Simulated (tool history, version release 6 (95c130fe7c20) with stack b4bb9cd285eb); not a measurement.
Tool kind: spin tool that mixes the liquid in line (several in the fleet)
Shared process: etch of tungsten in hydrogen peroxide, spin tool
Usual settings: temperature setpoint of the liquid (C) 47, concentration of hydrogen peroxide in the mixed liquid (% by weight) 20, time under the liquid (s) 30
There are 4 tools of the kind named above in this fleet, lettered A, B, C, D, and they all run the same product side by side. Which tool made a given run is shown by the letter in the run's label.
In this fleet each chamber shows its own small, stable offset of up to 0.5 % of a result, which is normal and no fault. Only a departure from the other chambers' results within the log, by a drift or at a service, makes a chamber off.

run,day,temperature setpoint of the liquid (C),concentration of hydrogen peroxide in the mixed liquid (% by weight),time under the liquid (s),hours since the thermometer was replaced,hours since the peroxide flow meter was replaced,hours since the heated supply line was repaired,hours since the drum of peroxide was connected,"read-back film thickness of the tungsten reference wafer, read on the same gauge (nm)",thickness taken off the tungsten on a monitor wafer (nm)
1D,0.608,47,20,30,1391.1,950.5,188.2,343.5,89.991,32.76
2B,0.917,47,20,30,616,1357.3,1038.8,207.4,89.984,32.841
3C,1.392,47,20,30,942.1,1215.3,1090.8,133.2,90.007,32.658
# day 1.692: chamber B: peroxide flow meter replaced
4A,1.958,47,20,30,84.9,1424.9,867.2,366,90.009,32.475
5B,2.558,47,20,30,655.4,20.9,1078.2,246.8,89.958,32.535
6D,2.938,47,20,30,1447,1006.4,244.1,399.4,90.009,32.796
7A,3.304,47,20,30,117.2,1457.2,899.5,398.3,90.026,32.822
8C,3.838,47,20,30,1000.8,1274,1149.5,191.9,89.997,32.868
9D,4.475,47,20,30,1483.9,1043.3,281,436.3,89.999,33.026
10C,5.012,47,20,30,1029,1302.2,1177.7,220.1,89.98,32.961
11A,5.667,47,20,30,173.9,1513.9,956.2,455,89.97,32.7
12B,6.058,47,20,30,739.4,104.9,1162.2,330.8,90.012,32.643
13B,6.592,47,20,30,752.2,117.7,1175,343.6,90.009,32.178
14C,6.888,47,20,30,1074,1347.2,1222.7,265.1,89.999,32.996
15A,7.533,47,20,30,218.7,1558.7,1001,499.8,89.995,32.066
16D,7.917,47,20,30,1566.5,1125.9,363.6,518.9,90.001,32.417
17D,8.542,47,20,30,1581.5,1140.9,378.6,533.9,89.979,32.46
18C,9.017,47,20,30,1125.1,1398.3,1273.8,316.2,90.042,32.621
19A,9.392,47,20,30,263.3,1603.3,1045.6,544.4,90.01,32.446
20B,9.804,54.5,23,30,829.3,194.8,1252.1,420.7,90,55.337
21A,10.167,54.5,23,30,281.9,1621.9,1064.2,563,89.987,55.698
22D,10.458,54.5,23,30,1627.5,1186.9,424.6,579.9,90.018,53.986
# day 10.483: chamber D: peroxide flow meter replaced
23C,10.962,54.5,23,30,1171.8,1445,1320.5,362.9,89.984,55.888
24B,11.4,47,22.5,30,867.6,233.1,1290.4,459,89.977,34.631
25A,11.712,47,22.5,30,319,1659,1101.3,600.1,90.008,34.62
26B,12.35,47,22.5,30,890.4,255.9,1313.2,481.8,89.982,34.734
27D,12.892,47,22.5,30,1685.9,57.9,483,638.3,90.001,33.985
28C,13.483,47,20,30,1232.3,1505.5,1381,423.4,89.96,32.73
29B,13.925,47,20,30,928.2,293.7,1351,519.6,90.001,32.938
30A,14.462,47,20,30,385,1725,1167.3,666.1,90.003,32.32

Which is it: a chamber that has drifted or been left off by a service, a gauge drift common to all chambers, or only each chamber's usual small offset? If a chamber is off, name it and its likeliest cause.

It is chamber D that slowly wanders off from its peers.
What lies behind it: temperature lost on the way to the wafer (K) = 0.524.
From this log alone, it may not be told apart from: liquid colder than its thermometer reads (K); peroxide weaker than its label (%).

Below are 4 candidate recipes for chamber D's next run, each the usual settings with a change, their results shown as question marks. Which of them brings D's results back in line with what the other chambers give on the usual settings?
To be in line, a result may differ from the other chambers' mean on the usual settings by at most: thickness taken off the tungsten on a monitor wafer (nm) 0.64
31D-1,14.946,48,20,30,,,,,,?
31D-2,14.946,46.5,20,30,,,,,,?
31D-3,14.946,46,20,30,,,,,,?
31D-4,14.946,47.5,20,30,,,,,,?

On the usual settings, the other chambers give on average: thickness taken off the tungsten on a monitor wafer (nm) 32.649
run,thickness taken off the tungsten on a monitor wafer (nm)
31D-1,33.721
31D-2,30.709
31D-3,29.76
31D-4,32.689
With 31D-4, the chamber falls back in line with the rest.
